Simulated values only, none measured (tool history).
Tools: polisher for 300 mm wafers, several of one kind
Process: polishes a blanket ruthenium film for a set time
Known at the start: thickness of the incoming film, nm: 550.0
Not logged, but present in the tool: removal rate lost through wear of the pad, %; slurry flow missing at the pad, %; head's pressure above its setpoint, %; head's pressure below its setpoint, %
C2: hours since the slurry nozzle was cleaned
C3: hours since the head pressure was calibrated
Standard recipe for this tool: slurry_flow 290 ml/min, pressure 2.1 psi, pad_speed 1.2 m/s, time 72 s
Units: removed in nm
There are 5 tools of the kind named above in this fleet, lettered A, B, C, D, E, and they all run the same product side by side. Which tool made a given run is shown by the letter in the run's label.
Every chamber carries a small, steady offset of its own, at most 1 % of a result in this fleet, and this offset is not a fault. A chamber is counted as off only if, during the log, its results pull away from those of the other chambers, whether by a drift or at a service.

{"hour": 2.0, "done": "chamber B: worn pad replaced by a new one"}
{"run": "1B", "hour": 3.0, "slurry_flow": 290, "pressure": 2.1, "pad_speed": 1.2, "time": 72, "wafers polished on this pad": 8, "C2": 744.2, "C3": 388.0, "removed": 121.48}
{"run": "2C", "hour": 7.0, "slurry_flow": 290, "pressure": 2.1, "pad_speed": 1.2, "time": 72, "wafers polished on this pad": 389, "C2": 303.5, "C3": 1017.7, "removed": 122.73}
{"hour": 8.5, "done": "chamber A: worn pad replaced by a new one"}
{"run": "3A", "hour": 10.5, "slurry_flow": 290, "pressure": 2.1, "pad_speed": 1.2, "time": 72, "wafers polished on this pad": 16, "C2": 628.3, "C3": 478.0, "removed": 120.87}
{"run": "4D", "hour": 14.0, "slurry_flow": 290, "pressure": 2.1, "pad_speed": 1.2, "time": 72, "wafers polished on this pad": 942, "C2": 85.9, "C3": 565.4, "removed": 122.58}
{"run": "5E", "hour": 16.0, "slurry_flow": 290, "pressure": 2.1, "pad_speed": 1.2, "time": 72, "wafers polished on this pad": 649, "C2": 73.9, "C3": 395.4, "removed": 123.1}
{"run": "6E", "hour": 20.0, "slurry_flow": 290, "pressure": 2.1, "pad_speed": 1.2, "time": 72, "wafers polished on this pad": 680, "C2": 77.9, "C3": 399.4, "removed": 121.76}
{"hour": 21.4, "done": "chamber B: slurry nozzle cleaned"}
{"hour": 24.3, "done": "chamber D: worn pad replaced by a new one"}
{"run": "7D", "hour": 24.3, "slurry_flow": 290, "pressure": 2.1, "pad_speed": 1.2, "time": 72, "wafers polished on this pad": 0, "C2": 96.2, "C3": 575.7, "removed": 122.77}
{"run": "8A", "hour": 26.8, "slurry_flow": 290, "pressure": 2.1, "pad_speed": 1.2, "time": 72, "wafers polished on this pad": 142, "C2": 644.6, "C3": 494.3, "removed": 120.32}
{"run": "9C", "hour": 29.3, "slurry_flow": 290, "pressure": 2.1, "pad_speed": 1.2, "time": 72, "wafers polished on this pad": 562, "C2": 325.8, "C3": 1040.0, "removed": 122.08}
{"run": "10B", "hour": 31.5, "slurry_flow": 290, "pressure": 2.1, "pad_speed": 1.2, "time": 72, "wafers polished on this pad": 229, "C2": 10.2, "C3": 416.5, "removed": 121.22}
{"run": "11E", "hour": 33.8, "slurry_flow": 290, "pressure": 2.1, "pad_speed": 1.2, "time": 72, "wafers polished on this pad": 787, "C2": 91.7, "C3": 413.2, "removed": 122.17}
{"run": "12C", "hour": 37.2, "slurry_flow": 290, "pressure": 2.1, "pad_speed": 1.2, "time": 91, "wafers polished on this pad": 623, "C2": 333.7, "C3": 1047.9, "removed": 153.68}
{"run": "13B", "hour": 40.5, "slurry_flow": 290, "pressure": 2.1, "pad_speed": 1.2, "time": 91, "wafers polished on this pad": 299, "C2": 19.2, "C3": 425.5, "removed": 153.36}
{"run": "14A", "hour": 44.1, "slurry_flow": 290, "pressure": 2.1, "pad_speed": 1.2, "time": 91, "wafers polished on this pad": 277, "C2": 661.9, "C3": 511.6, "removed": 150.82}
{"run": "15D", "hour": 46.7, "slurry_flow": 290, "pressure": 2.1, "pad_speed": 1.2, "time": 91, "wafers polished on this pad": 174, "C2": 118.6, "C3": 598.1, "removed": 154.8}
{"run": "16B", "hour": 49.0, "slurry_flow": 290, "pressure": 2.1, "pad_speed": 1.2, "time": 91, "wafers polished on this pad": 365, "C2": 27.7, "C3": 434.0, "removed": 155.92}
{"hour": 49.8, "done": "chamber A: slurry nozzle cleaned"}
{"run": "17E", "hour": 51.7, "slurry_flow": 290, "pressure": 2.1, "pad_speed": 1.2, "time": 72, "wafers polished on this pad": 926, "C2": 109.6, "C3": 431.1, "removed": 120.94}
{"run": "18A", "hour": 54.5, "slurry_flow": 290, "pressure": 2.1, "pad_speed": 1.2, "time": 72, "wafers polished on this pad": 357, "C2": 4.7, "C3": 522.0, "removed": 121.05}
{"run": "19D", "hour": 57.6, "slurry_flow": 290, "pressure": 2.1, "pad_speed": 1.2, "time": 95, "wafers polished on this pad": 259, "C2": 129.5, "C3": 609.0, "removed": 163.8}
{"hour": 59.1, "done": "chamber C: head pressure recalibrated"}
{"run": "20C", "hour": 60.3, "slurry_flow": 290, "pressure": 2.1, "pad_speed": 1.2, "time": 95, "wafers polished on this pad": 803, "C2": 356.8, "C3": 1.2, "removed": 158.12}
{"run": "21A", "hour": 63.0, "slurry_flow": 290, "pressure": 2.1, "pad_speed": 1.2, "time": 95, "wafers polished on this pad": 423, "C2": 13.2, "C3": 530.5, "removed": 159.13}
{"hour": 63.7, "done": "chamber B: worn pad replaced by a new one"}
{"run": "22B", "hour": 66.6, "slurry_flow": 290, "pressure": 2.1, "pad_speed": 1.2, "time": 95, "wafers polished on this pad": 22, "C2": 45.3, "C3": 451.6, "removed": 161.83}
{"run": "23E", "hour": 68.8, "slurry_flow": 290, "pressure": 2.1, "pad_speed": 1.2, "time": 95, "wafers polished on this pad": 1059, "C2": 126.7, "C3": 448.2, "removed": 161.16}
{"run": "24D", "hour": 72.4, "slurry_flow": 290, "pressure": 1.5, "pad_speed": 1.2, "time": 72, "wafers polished on this pad": 373, "C2": 144.3, "C3": 623.8, "removed": 87.471}
{"run": "25C", "hour": 76.7, "slurry_flow": 290, "pressure": 1.5, "pad_speed": 1.2, "time": 72, "wafers polished on this pad": 930, "C2": 373.2, "C3": 17.6, "removed": 85.046}
{"run": "26C", "hour": 79.3, "slurry_flow": 290, "pressure": 1.5, "pad_speed": 1.2, "time": 72, "wafers polished on this pad": 950, "C2": 375.8, "C3": 20.2, "removed": 85.424}
{"run": "27A", "hour": 82.5, "slurry_flow": 290, "pressure": 1.5, "pad_speed": 1.2, "time": 72, "wafers polished on this pad": 575, "C2": 32.7, "C3": 550.0, "removed": 87.029}
{"run": "28E", "hour": 86.9, "slurry_flow": 290, "pressure": 1.5, "pad_speed": 1.2, "time": 72, "wafers polished on this pad": 1200, "C2": 144.8, "C3": 466.3, "removed": 87.376}
{"hour": 88.7, "done": "chamber E: worn pad replaced by a new one"}
{"run": "29D", "hour": 90.0, "slurry_flow": 290, "pressure": 1.7, "pad_speed": 1.0, "time": 72, "wafers polished on this pad": 510, "C2": 161.9, "C3": 641.4, "removed": 82.656}
{"run": "30B", "hour": 92.3, "slurry_flow": 290, "pressure": 1.7, "pad_speed": 1.0, "time": 72, "wafers polished on this pad": 222, "C2": 71.0, "C3": 477.3, "removed": 82.106}
{"run": "31E", "hour": 96.7, "slurry_flow": 290, "pressure": 1.7, "pad_speed": 1.0, "time": 72, "wafers polished on this pad": 62, "C2": 154.6, "C3": 476.1, "removed": 83.135}
{"run": "32B", "hour": 100.0, "slurry_flow": 290, "pressure": 1.7, "pad_speed": 1.0, "time": 72, "wafers polished on this pad": 281, "C2": 78.7, "C3": 485.0, "removed": 83.283}
{"run": "33D", "hour": 102.3, "slurry_flow": 290, "pressure": 1.7, "pad_speed": 1.0, "time": 72, "wafers polished on this pad": 606, "C2": 174.2, "C3": 653.7, "removed": 83.019}
{"run": "34A", "hour": 104.9, "slurry_flow": 290, "pressure": 2.1, "pad_speed": 1.2, "time": 72, "wafers polished on this pad": 749, "C2": 55.1, "C3": 572.4, "removed": 120.08}
{"run": "35C", "hour": 109.1, "slurry_flow": 290, "pressure": 2.1, "pad_speed": 1.2, "time": 72, "wafers polished on this pad": 1182, "C2": 405.6, "C3": 50.0, "removed": 116.9}
{"run": "36A", "hour": 112.2, "slurry_flow": 290, "pressure": 2.1, "pad_speed": 1.2, "time": 72, "wafers polished on this pad": 805, "C2": 62.4, "C3": 579.7, "removed": 123.38}

Read the log: is a single chamber off, either drifting away or since a service, is the gauge that measures every chamber drifting, or is nothing wrong beyond small per-chamber offsets? Name any odd chamber and what most likely caused it.

Chamber C drifts away from the others.
What lies behind it: removal rate lost through wear of the pad, % = 6.57.
It could be hard to tell apart here from: slurry flow missing at the pad, %.

Which of the 4 candidates below, each the usual settings with something changed and its results left as question marks, puts chamber C back in line with what the other chambers give on the usual settings?
Counts as in line when no further than this from what the other chambers average on the usual settings: removed 3.800 nm
{"run": "37C-1", "hour": 115.3, "slurry_flow": 175, "pressure": 2.1, "pad_speed": 1.2, "time": 72, "removed": "?"}
{"run": "37C-2", "hour": 115.3, "slurry_flow": 290, "pressure": 2.1, "pad_speed": 1.28, "time": 72, "removed": "?"}
{"run": "37C-3", "hour": 115.3, "slurry_flow": 285, "pressure": 2.1, "pad_speed": 1.2, "time": 63, "removed": "?"}
{"run": "37C-4", "hour": 115.3, "slurry_flow": 290, "pressure": 2.2, "pad_speed": 1.26, "time": 75, "removed": "?"}

What the other chambers average on the usual settings: removed 122.560 nm
run=37C-1 removed=108.570
run=37C-2 removed=123.070
run=37C-3 removed=100.700
run=37C-4 removed=132.140
With 37C-2, the chamber falls back in line with the rest.
